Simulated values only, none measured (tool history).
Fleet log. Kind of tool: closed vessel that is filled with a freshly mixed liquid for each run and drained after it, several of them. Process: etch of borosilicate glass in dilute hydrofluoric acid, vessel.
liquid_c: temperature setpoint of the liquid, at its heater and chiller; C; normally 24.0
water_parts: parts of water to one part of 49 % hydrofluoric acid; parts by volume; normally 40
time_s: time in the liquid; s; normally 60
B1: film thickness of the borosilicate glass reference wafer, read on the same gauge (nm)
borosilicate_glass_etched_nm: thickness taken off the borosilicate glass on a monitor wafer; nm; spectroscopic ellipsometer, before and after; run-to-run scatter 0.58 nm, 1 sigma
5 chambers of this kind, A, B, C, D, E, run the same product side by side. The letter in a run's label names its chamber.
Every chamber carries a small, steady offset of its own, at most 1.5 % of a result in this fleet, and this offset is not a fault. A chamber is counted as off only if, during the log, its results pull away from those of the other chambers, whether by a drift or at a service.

run 1D hour=4.0 | liquid_c=24.0 water_parts=40 time_s=60 | B1=50.028 | borosilicate_glass_etched_nm=61.737
run 2C hour=8.8 | liquid_c=24.0 water_parts=40 time_s=60 | B1=50.002 | borosilicate_glass_etched_nm=63.697
run 3E hour=13.3 | liquid_c=24.0 water_parts=40 time_s=60 | B1=50.012 | borosilicate_glass_etched_nm=63.415
run 4A hour=21.1 | liquid_c=24.0 water_parts=40 time_s=60 | B1=49.982 | borosilicate_glass_etched_nm=63.676
run 5B hour=29.9 | liquid_c=24.0 water_parts=40 time_s=60 | B1=49.978 | borosilicate_glass_etched_nm=61.745
run 6A hour=34.3 | liquid_c=24.0 water_parts=40 time_s=60 | B1=49.986 | borosilicate_glass_etched_nm=64.858
run 7D hour=41.4 | liquid_c=24.0 water_parts=40 time_s=80 | B1=49.964 | borosilicate_glass_etched_nm=83.112
run 8E hour=46.4 | liquid_c=24.0 water_parts=40 time_s=80 | B1=50.007 | borosilicate_glass_etched_nm=84.992
run 9B hour=54.2 | liquid_c=24.0 water_parts=40 time_s=80 | B1=50.007 | borosilicate_glass_etched_nm=84.633
run 10C hour=58.7 | liquid_c=24.0 water_parts=40 time_s=80 | B1=50.021 | borosilicate_glass_etched_nm=82.700
run 11B hour=66.3 | liquid_c=24.0 water_parts=40 time_s=80 | B1=50.008 | borosilicate_glass_etched_nm=83.929
run 12E hour=74.2 | liquid_c=24.0 water_parts=40 time_s=60 | B1=50.024 | borosilicate_glass_etched_nm=63.476
run 13C hour=82.6 | liquid_c=24.0 water_parts=40 time_s=60 | B1=50.018 | borosilicate_glass_etched_nm=62.657
run 14D hour=91.6 | liquid_c=24.0 water_parts=60 time_s=45 | B1=49.986 | borosilicate_glass_etched_nm=30.538
run 15A hour=98.4 | liquid_c=24.0 water_parts=60 time_s=45 | B1=50.014 | borosilicate_glass_etched_nm=31.001
run 16B hour=102.9 | liquid_c=24.0 water_parts=60 time_s=45 | B1=50.000 | borosilicate_glass_etched_nm=30.499
run 17E hour=108.2 | liquid_c=24.0 water_parts=60 time_s=45 | B1=49.984 | borosilicate_glass_etched_nm=30.376
run 18A hour=115.6 | liquid_c=24.0 water_parts=60 time_s=45 | B1=49.985 | borosilicate_glass_etched_nm=31.102
run 19D hour=121.6 | liquid_c=24.0 water_parts=40 time_s=60 | B1=50.002 | borosilicate_glass_etched_nm=62.333
run 20C hour=128.4 | liquid_c=24.0 water_parts=40 time_s=60 | B1=49.977 | borosilicate_glass_etched_nm=63.703
run 21D hour=134.1 | liquid_c=24.0 water_parts=40 time_s=60 | B1=49.989 | borosilicate_glass_etched_nm=62.956
run 22B hour=141.7 | liquid_c=24.0 water_parts=40 time_s=60 | B1=49.960 | borosilicate_glass_etched_nm=62.503
run 23C hour=147.2 | liquid_c=24.0 water_parts=40 time_s=60 | B1=49.994 | borosilicate_glass_etched_nm=62.300
run 24A hour=151.0 | liquid_c=21.5 water_parts=55 time_s=60 | B1=50.031 | borosilicate_glass_etched_nm=40.545
-- hour=154.8 chamber D: thermometer replaced
run 25E hour=156.3 | liquid_c=21.5 water_parts=55 time_s=60 | B1=49.997 | borosilicate_glass_etched_nm=39.088
run 26C hour=160.6 | liquid_c=21.5 water_parts=55 time_s=60 | B1=49.998 | borosilicate_glass_etched_nm=41.187
run 27E hour=169.0 | liquid_c=21.5 water_parts=55 time_s=60 | B1=50.028 | borosilicate_glass_etched_nm=37.786
run 28A hour=174.0 | liquid_c=21.5 water_parts=55 time_s=60 | B1=50.017 | borosilicate_glass_etched_nm=40.671
run 29D hour=181.0 | liquid_c=24.0 water_parts=40 time_s=60 | B1=49.998 | borosilicate_glass_etched_nm=63.153
run 30B hour=189.2 | liquid_c=24.0 water_parts=40 time_s=60 | B1=50.010 | borosilicate_glass_etched_nm=62.606
run 31A hour=193.4 | liquid_c=24.0 water_parts=40 time_s=60 | B1=50.023 | borosilicate_glass_etched_nm=63.286
run 32D hour=200.5 | liquid_c=24.0 water_parts=40 time_s=60 | B1=49.987 | borosilicate_glass_etched_nm=63.210
run 33B hour=206.6 | liquid_c=24.0 water_parts=40 time_s=60 | B1=50.008 | borosilicate_glass_etched_nm=62.950
run 34E hour=213.2 | liquid_c=24.0 water_parts=40 time_s=60 | B1=50.004 | borosilicate_glass_etched_nm=57.076
run 35C hour=220.1 | liquid_c=24.0 water_parts=40 time_s=60 | B1=49.994 | borosilicate_glass_etched_nm=61.885
run 36C hour=228.4 | liquid_c=24.0 water_parts=40 time_s=60 | B1=49.971 | borosilicate_glass_etched_nm=62.950

All 5 chambers run these settings next. Forecast each chamber's results:
run 37A hour=234.8 | liquid_c=24.0 water_parts=40 time_s=60 | borosilicate_glass_etched_nm=?
run 37B hour=234.8 | liquid_c=24.0 water_parts=40 time_s=60 | borosilicate_glass_etched_nm=?
run 37C hour=234.8 | liquid_c=24.0 water_parts=40 time_s=60 | borosilicate_glass_etched_nm=?
run 37D hour=234.8 | liquid_c=24.0 water_parts=40 time_s=60 | borosilicate_glass_etched_nm=?
run 37E hour=234.8 | liquid_c=24.0 water_parts=40 time_s=60 | borosilicate_glass_etched_nm=?

run=37A borosilicate_glass_etched_nm=63.504
run=37B borosilicate_glass_etched_nm=63.362
run=37C borosilicate_glass_etched_nm=62.325
run=37D borosilicate_glass_etched_nm=62.698
run=37E borosilicate_glass_etched_nm=56.954
